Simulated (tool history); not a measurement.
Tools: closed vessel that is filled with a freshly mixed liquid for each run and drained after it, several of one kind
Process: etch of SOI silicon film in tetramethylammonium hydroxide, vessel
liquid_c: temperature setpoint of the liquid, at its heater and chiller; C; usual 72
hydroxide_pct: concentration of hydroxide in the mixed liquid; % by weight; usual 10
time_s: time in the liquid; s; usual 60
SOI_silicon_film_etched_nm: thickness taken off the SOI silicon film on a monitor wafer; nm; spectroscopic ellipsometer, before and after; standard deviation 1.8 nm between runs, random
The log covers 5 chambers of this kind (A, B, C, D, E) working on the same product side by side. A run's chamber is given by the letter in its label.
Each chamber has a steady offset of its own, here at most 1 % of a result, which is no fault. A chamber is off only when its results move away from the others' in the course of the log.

run   hour  liquid_c  hydroxide_pct  time_s  hours since the thermometer was replaced  hours since the hydroxide flow meter was replaced  read-back film thickness of the SOI silicon film reference wafer, read on the same gauge (nm)  SOI_silicon_film_etched_nm
 1D      6        72             10      60                                     235.8                                              994.3                                                                                         70.011                      471.28
 2C    9.9        72             10      60                                    1496.3                                                502                                                                                         69.997                      466.59
 3A   12.8        72             10      60                                      1266                                              300.1                                                                                          70.01                      461.86
 4E   15.7        72             10      60                                    1808.7                                              159.3                                                                                         70.026                      463.79
 5B   21.8        72             10      60                                    2263.5                                              207.2                                                                                         69.991                      463.52
 6A   25.4        72             10      60                                    1278.6                                              312.7                                                                                         70.013                      462.99
 7C   30.6        72             10      60                                      1517                                              522.7                                                                                         69.999                      470.37
 8D   33.9        72             10      60                                     263.7                                             1022.2                                                                                         70.029                      469.21
 9E   38.3        72             10      60                                    1831.3                                              181.9                                                                                         69.986                      461.84
10B   41.5        72             10      60                                    2283.2                                              226.9                                                                                         70.005                       462.2
11E   44.6        72             10      60                                    1837.6                                              188.2                                                                                         69.995                      464.62
12C   50.8        72             10      60                                    1537.2                                              542.9                                                                                         70.012                      470.05
13D   55.1        72             10      60                                     284.9                                             1043.4                                                                                         69.952                      469.05
14B   61.5        72             10      60                                    2303.2                                              246.9                                                                                         69.977                       463.8
15A   67.3        72             10      60                                    1320.5                                              354.6                                                                                         69.992                       461.2
16E   70.6        72             10      60                                    1863.6                                              214.2                                                                                         69.991                      461.61
17D   74.3        72             10      60                                     304.1                                             1062.6                                                                                         69.992                      472.26
18C   78.2        72             10      60                                    1564.6                                              570.3                                                                                         70.005                      464.86
19A   82.5        72             10      60                                    1335.7                                              369.8                                                                                         70.035                      462.89
20B   87.7        72              7      40                                    2329.4                                              273.1                                                                                         70.013                      349.68
21C   93.5        72              7      40                                    1579.9                                              585.6                                                                                         70.048                      351.35
22A   98.8        72              7      40                                      1352                                              386.1                                                                                         69.986                      350.92
23D  101.8        72              7      40                                     331.6                                             1090.1                                                                                         70.043                       354.7
24E  104.8        72              7      40                                    1897.8                                              248.4                                                                                         70.001                      344.56
25B  110.3        72             10      60                                      2352                                              295.7                                                                                         70.034                      463.41
26A  113.5        72             10      60                                    1366.7                                              400.8                                                                                          70.03                      461.91
27D  118.9        72             10      60                                     348.7                                             1107.2                                                                                          69.99                      470.41
28E  124.3        72             10      60                                    1917.3                                              267.9                                                                                         70.019                      450.56
29C  127.2        72             10      60                                    1613.6                                              619.3                                                                                         69.957                      467.01
30B  130.5        72             10      60                                    2372.2                                              315.9                                                                                         70.001                      463.12
31A  134.4        72             10      60                                    1387.6                                              421.7                                                                                          70.03                      461.41
32D  137.7        72             10      60                                     367.5                                               1126                                                                                         69.998                      470.29
33E  141.1        72             10      60                                    1934.1                                              284.7                                                                                         70.036                      449.78
34C  146.1        72             10      60                                    1632.5                                              638.2                                                                                          70.02                      468.04
35B  150.8        72             10      60                                    2392.5                                              336.2                                                                                         69.996                       465.5
36E  153.7        72             10      60                                    1946.7                                              297.3                                                                                         69.999                      446.88
37B  158.9        72             10      60                                    2400.6                                              344.3                                                                                         70.023                      465.21
38D  165.4        72             10      60                                     395.2                                             1153.7                                                                                         70.048                      468.85
39A  168.7        72             10      60                                    1421.9                                                456                                                                                         70.009                      465.74
40C  173.6        72            8.5      60                                      1660                                              665.7                                                                                         69.994                      494.33
41B  176.8        72            8.5      60                                    2418.5                                              362.2                                                                                         69.957                      492.26
42E  182.2        72            8.5      60                                    1975.2                                              325.8                                                                                         70.015                      473.98
43D  187.9        72            8.5      60                                     417.7                                             1176.2                                                                                          70.01                      502.74
44C  193.2        72            8.5      60                                    1679.6                                              685.3                                                                                         70.035                      495.33

Next, every chamber runs the same settings. What will each give?
45A  197.9      75.5             10      60                                                                                                                                                                                                                       ?
45B  197.9      75.5             10      60                                                                                                                                                                                                                       ?
45C  197.9      75.5             10      60                                                                                                                                                                                                                       ?
45D  197.9      75.5             10      60                                                                                                                                                                                                                       ?
45E  197.9      75.5             10      60                                                                                                                                                                                                                       ?

run  SOI_silicon_film_etched_nm
45A                      568.94
45B                      569.15
45C                      568.06
45D                       574.7
45E                      543.03
